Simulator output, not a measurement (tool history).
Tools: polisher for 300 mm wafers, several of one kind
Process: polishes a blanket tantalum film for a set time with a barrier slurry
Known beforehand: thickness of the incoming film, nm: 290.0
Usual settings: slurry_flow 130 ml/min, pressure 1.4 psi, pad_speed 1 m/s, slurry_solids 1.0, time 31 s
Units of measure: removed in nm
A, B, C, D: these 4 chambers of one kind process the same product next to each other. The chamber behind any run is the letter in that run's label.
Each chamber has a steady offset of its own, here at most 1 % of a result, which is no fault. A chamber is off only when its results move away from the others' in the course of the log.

run 1B day=0.225 | slurry_flow=130 pressure=1.4 pad_speed=1 slurry_solids=1.0 time=31 | removed=43.020
run 2D day=0.696 | slurry_flow=130 pressure=1.4 pad_speed=1 slurry_solids=1.0 time=31 | removed=43.786
-- day=0.938 chamber D: worn pad replaced by a new one
run 3A day=0.996 | slurry_flow=130 pressure=1.4 pad_speed=1 slurry_solids=1.0 time=31 | removed=45.047
run 4C day=1.217 | slurry_flow=130 pressure=1.4 pad_speed=1 slurry_solids=1.0 time=31 | removed=44.131
-- day=1.475 chamber A: worn pad replaced by a new one
-- day=1.638 chamber B: worn pad replaced by a new one
run 5B day=1.712 | slurry_flow=130 pressure=1.4 pad_speed=1 slurry_solids=1.0 time=31 | removed=43.138
-- day=2.075 chamber C: worn pad replaced by a new one
run 6C day=2.129 | slurry_flow=130 pressure=1.4 pad_speed=1 slurry_solids=1.0 time=31 | removed=44.349
-- day=2.492 chamber B: slurry nozzle cleaned
-- day=2.550 chamber B: slurry blender recalibrated
run 7D day=2.583 | slurry_flow=130 pressure=1.4 pad_speed=1 slurry_solids=1.0 time=31 | removed=43.338
run 8A day=2.929 | slurry_flow=130 pressure=1.4 pad_speed=1 slurry_solids=1.0 time=31 | removed=44.113
run 9A day=3.200 | slurry_flow=130 pressure=1.4 pad_speed=1 slurry_solids=1.0 time=31 | removed=43.489
run 10B day=3.642 | slurry_flow=130 pressure=1.4 pad_speed=1 slurry_solids=1.0 time=31 | removed=43.683
-- day=3.938 chamber D: slurry blender recalibrated
-- day=3.996 chamber C: slurry blender recalibrated
run 11D day=4.046 | slurry_flow=130 pressure=1.4 pad_speed=1 slurry_solids=1.0 time=31 | removed=43.564
run 12C day=4.267 | slurry_flow=130 pressure=1.4 pad_speed=1 slurry_solids=1.0 time=31 | removed=44.678
run 13D day=4.571 | slurry_flow=130 pressure=1.4 pad_speed=1 slurry_solids=1.0 time=31 | removed=44.301
-- day=4.600 chamber B: worn pad replaced by a new one
run 14C day=4.792 | slurry_flow=130 pressure=1.4 pad_speed=1 slurry_solids=1.0 time=31 | removed=44.335
-- day=5.192 chamber D: worn pad replaced by a new one
-- day=5.196 chamber B: head pressure recalibrated
run 15B day=5.221 | slurry_flow=130 pressure=1.4 pad_speed=1 slurry_solids=1.0 time=31 | removed=43.512
-- day=5.396 chamber A: worn pad replaced by a new one
run 16A day=5.638 | slurry_flow=130 pressure=1.4 pad_speed=1 slurry_solids=1.0 time=31 | removed=41.690
run 17D day=5.917 | slurry_flow=130 pressure=1.1 pad_speed=1 slurry_solids=1.0 time=31 | removed=33.549
run 18B day=6.221 | slurry_flow=130 pressure=1.1 pad_speed=1 slurry_solids=1.0 time=31 | removed=34.517
-- day=6.229 chamber C: slurry nozzle cleaned
run 19A day=6.671 | slurry_flow=130 pressure=1.1 pad_speed=1 slurry_solids=1.0 time=31 | removed=32.865
run 20C day=7.012 | slurry_flow=130 pressure=1.1 pad_speed=1 slurry_solids=1.0 time=31 | removed=34.026
-- day=7.108 chamber D: slurry nozzle cleaned
-- day=7.317 chamber C: worn pad replaced by a new one
run 21D day=7.429 | slurry_flow=130 pressure=1.4 pad_speed=1 slurry_solids=1.0 time=31 | removed=43.719
run 22B day=7.646 | slurry_flow=130 pressure=1.4 pad_speed=1 slurry_solids=1.0 time=31 | removed=43.537
-- day=7.708 chamber B: worn pad replaced by a new one
run 23A day=7.950 | slurry_flow=95 pressure=1.4 pad_speed=1 slurry_solids=1.1 time=31 | removed=40.468
run 24C day=8.438 | slurry_flow=95 pressure=1.4 pad_speed=1 slurry_solids=1.1 time=31 | removed=42.815
run 25C day=8.796 | slurry_flow=95 pressure=1.4 pad_speed=1 slurry_solids=1.1 time=31 | removed=42.201
run 26B day=9.017 | slurry_flow=95 pressure=1.4 pad_speed=1 slurry_solids=1.1 time=31 | removed=41.518
run 27D day=9.238 | slurry_flow=130 pressure=1.4 pad_speed=1 slurry_solids=1.0 time=22 | removed=31.231
-- day=9.571 chamber A: worn pad replaced by a new one
run 28A day=9.592 | slurry_flow=130 pressure=1.4 pad_speed=1 slurry_solids=1.0 time=22 | removed=28.626
-- day=9.604 chamber B: slurry blender recalibrated
-- day=9.725 chamber D: worn pad replaced by a new one
-- day=9.933 chamber A: slurry nozzle cleaned
run 29A day=9.992 | slurry_flow=130 pressure=1.4 pad_speed=1 slurry_solids=1.0 time=22 | removed=28.542
-- day=10.204 chamber B: worn pad replaced by a new one
run 30D day=10.321 | slurry_flow=130 pressure=1.4 pad_speed=1 slurry_solids=1.0 time=22 | removed=30.665
run 31C day=10.575 | slurry_flow=130 pressure=1.4 pad_speed=1 slurry_solids=1.0 time=40 | removed=56.771
run 32B day=10.871 | slurry_flow=130 pressure=1.4 pad_speed=1 slurry_solids=1.0 time=40 | removed=56.519

The same settings go to every chamber for the next run, one line per chamber below. Forecast the results for each:
run 33A day=11.233 | slurry_flow=165 pressure=1.4 pad_speed=1 slurry_solids=1.0 time=31 | removed=?
run 33B day=11.233 | slurry_flow=165 pressure=1.4 pad_speed=1 slurry_solids=1.0 time=31 | removed=?
run 33C day=11.233 | slurry_flow=165 pressure=1.4 pad_speed=1 slurry_solids=1.0 time=31 | removed=?
run 33D day=11.233 | slurry_flow=165 pressure=1.4 pad_speed=1 slurry_solids=1.0 time=31 | removed=?

run=33A removed=41.247
run=33B removed=45.180
run=33C removed=45.358
run=33D removed=45.614

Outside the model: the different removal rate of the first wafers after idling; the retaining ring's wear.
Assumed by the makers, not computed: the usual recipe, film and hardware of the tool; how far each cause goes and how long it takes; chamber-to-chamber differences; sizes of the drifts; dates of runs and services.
